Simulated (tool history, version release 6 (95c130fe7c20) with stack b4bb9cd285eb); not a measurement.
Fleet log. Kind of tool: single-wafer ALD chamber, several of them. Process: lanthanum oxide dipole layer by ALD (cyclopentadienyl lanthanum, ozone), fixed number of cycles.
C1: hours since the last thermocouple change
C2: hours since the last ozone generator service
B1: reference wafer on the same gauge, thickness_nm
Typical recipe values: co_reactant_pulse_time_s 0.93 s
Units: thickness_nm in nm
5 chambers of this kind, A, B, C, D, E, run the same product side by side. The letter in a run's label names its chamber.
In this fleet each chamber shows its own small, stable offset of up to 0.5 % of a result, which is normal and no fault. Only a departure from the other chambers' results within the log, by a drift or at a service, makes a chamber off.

Run 1D, day 0.104: usual settings; C1 622.4; C2 449.2; B1 0.43283. Result: thickness_nm 0.48934 nm.
Run 2C, day 0.262: usual settings; C1 1069.4; C2 218.7; B1 0.43319. Result: thickness_nm 0.49119 nm.
Run 3A, day 0.383: usual settings; C1 1409.2; C2 284.7; B1 0.43302. Result: thickness_nm 0.48165 nm.
Run 4E, day 0.538: usual settings; C1 557.0; C2 528.7; B1 0.43285. Result: thickness_nm 0.48760 nm.
Run 5B, day 0.712: usual settings but co_reactant_pulse_time_s 1.08 s; C1 2215.7; C2 977.3; B1 0.43349. Result: thickness_nm 0.50999 nm.
Run 6C, day 0.800: usual settings but co_reactant_pulse_time_s 1.08 s; C1 1082.3; C2 231.6; B1 0.43303. Result: thickness_nm 0.50926 nm.
Run 7E, day 0.900: usual settings but co_reactant_pulse_time_s 1.08 s; C1 565.7; C2 537.4; B1 0.43324. Result: thickness_nm 0.50913 nm.
Run 8A, day 1.092: usual settings but co_reactant_pulse_time_s 1.08 s; C1 1426.2; C2 301.7; B1 0.43305. Result: thickness_nm 0.51084 nm.
Run 9B, day 1.238: usual settings but co_reactant_pulse_time_s 1.08 s; C1 2228.3; C2 989.9; B1 0.43317. Result: thickness_nm 0.51385 nm.
Run 10D, day 1.346: usual settings; C1 652.2; C2 479.0; B1 0.43226. Result: thickness_nm 0.48508 nm.
Run 11B, day 1.471: usual settings; C1 2233.9; C2 995.5; B1 0.43278. Result: thickness_nm 0.48929 nm.
Run 12C, day 1.633: usual settings; C1 1102.3; C2 251.6; B1 0.43297. Result: thickness_nm 0.48783 nm.
Run 13E, day 1.775: usual settings but co_reactant_pulse_time_s 0.65 s; C1 586.7; C2 558.4; B1 0.43310. Result: thickness_nm 0.42155 nm.
Run 14D, day 1.950: usual settings but co_reactant_pulse_time_s 0.65 s; C1 666.7; C2 493.5; B1 0.43272. Result: thickness_nm 0.41957 nm.
Run 15A, day 2.125: usual settings but co_reactant_pulse_time_s 0.65 s; C1 1451.0; C2 326.5; B1 0.43272. Result: thickness_nm 0.41609 nm.
Run 16E, day 2.283: usual settings but co_reactant_pulse_time_s 0.65 s; C1 598.9; C2 570.6; B1 0.43321. Result: thickness_nm 0.42247 nm.
Run 17D, day 2.458: usual settings but co_reactant_pulse_time_s 0.65 s; C1 678.9; C2 505.7; B1 0.43309. Result: thickness_nm 0.42066 nm.
Run 18B, day 2.600: usual settings; C1 2261.0; C2 1022.6; B1 0.43304. Result: thickness_nm 0.48783 nm.
Run 19A, day 2.783: usual settings; C1 1466.8; C2 342.3; B1 0.43274. Result: thickness_nm 0.47409 nm.
At day 2.788: chamber D: ozone generator serviced.
Run 20C, day 2.921: usual settings; C1 1133.2; C2 282.5; B1 0.43314. Result: thickness_nm 0.48809 nm.
Run 21E, day 3.062: usual settings; C1 617.6; C2 589.3; B1 0.43327. Result: thickness_nm 0.49222 nm.
Run 22A, day 3.246: usual settings; C1 1477.9; C2 353.4; B1 0.43300. Result: thickness_nm 0.47284 nm.
At day 3.383: chamber B: ozone generator serviced.
Run 23C, day 3.396: usual settings; C1 1144.6; C2 293.9; B1 0.43301. Result: thickness_nm 0.48890 nm.
Run 24B, day 3.512: usual settings; C1 2282.9; C2 3.1; B1 0.43374. Result: thickness_nm 0.48554 nm.
Run 25D, day 3.633: usual settings but co_reactant_pulse_time_s 0.76 s; C1 707.1; C2 20.3; B1 0.43317. Result: thickness_nm 0.44816 nm.
Run 26B, day 3.721: usual settings but co_reactant_pulse_time_s 0.76 s; C1 2287.9; C2 8.1; B1 0.43327. Result: thickness_nm 0.45524 nm.
Run 27D, day 3.838: usual settings but co_reactant_pulse_time_s 0.76 s; C1 712.0; C2 25.2; B1 0.43250. Result: thickness_nm 0.45300 nm.
Run 28A, day 3.950: usual settings but co_reactant_pulse_time_s 0.76 s; C1 1494.8; C2 370.3; B1 0.43314. Result: thickness_nm 0.42579 nm.
Run 29C, day 4.112: usual settings but co_reactant_pulse_time_s 0.76 s; C1 1161.8; C2 311.1; B1 0.43301. Result: thickness_nm 0.45408 nm.
Run 30E, day 4.238: usual settings; C1 645.8; C2 617.5; B1 0.43295. Result: thickness_nm 0.48697 nm.
Run 31D, day 4.362: usual settings; C1 724.6; C2 37.8; B1 0.43215. Result: thickness_nm 0.49087 nm.

Next, every chamber runs the same settings. What will each give?
Run 32A, day 4.500: usual settings but co_reactant_pulse_time_s 0.62 s. Result: thickness_nm ?.
Run 32B, day 4.500: usual settings but co_reactant_pulse_time_s 0.62 s. Result: thickness_nm ?.
Run 32C, day 4.500: usual settings but co_reactant_pulse_time_s 0.62 s. Result: thickness_nm ?.
Run 32D, day 4.500: usual settings but co_reactant_pulse_time_s 0.62 s. Result: thickness_nm ?.
Run 32E, day 4.500: usual settings but co_reactant_pulse_time_s 0.62 s. Result: thickness_nm ?.

run  thickness_nm
32A       0.37345
32B       0.41528
32C       0.41066
32D       0.41308
32E       0.41381
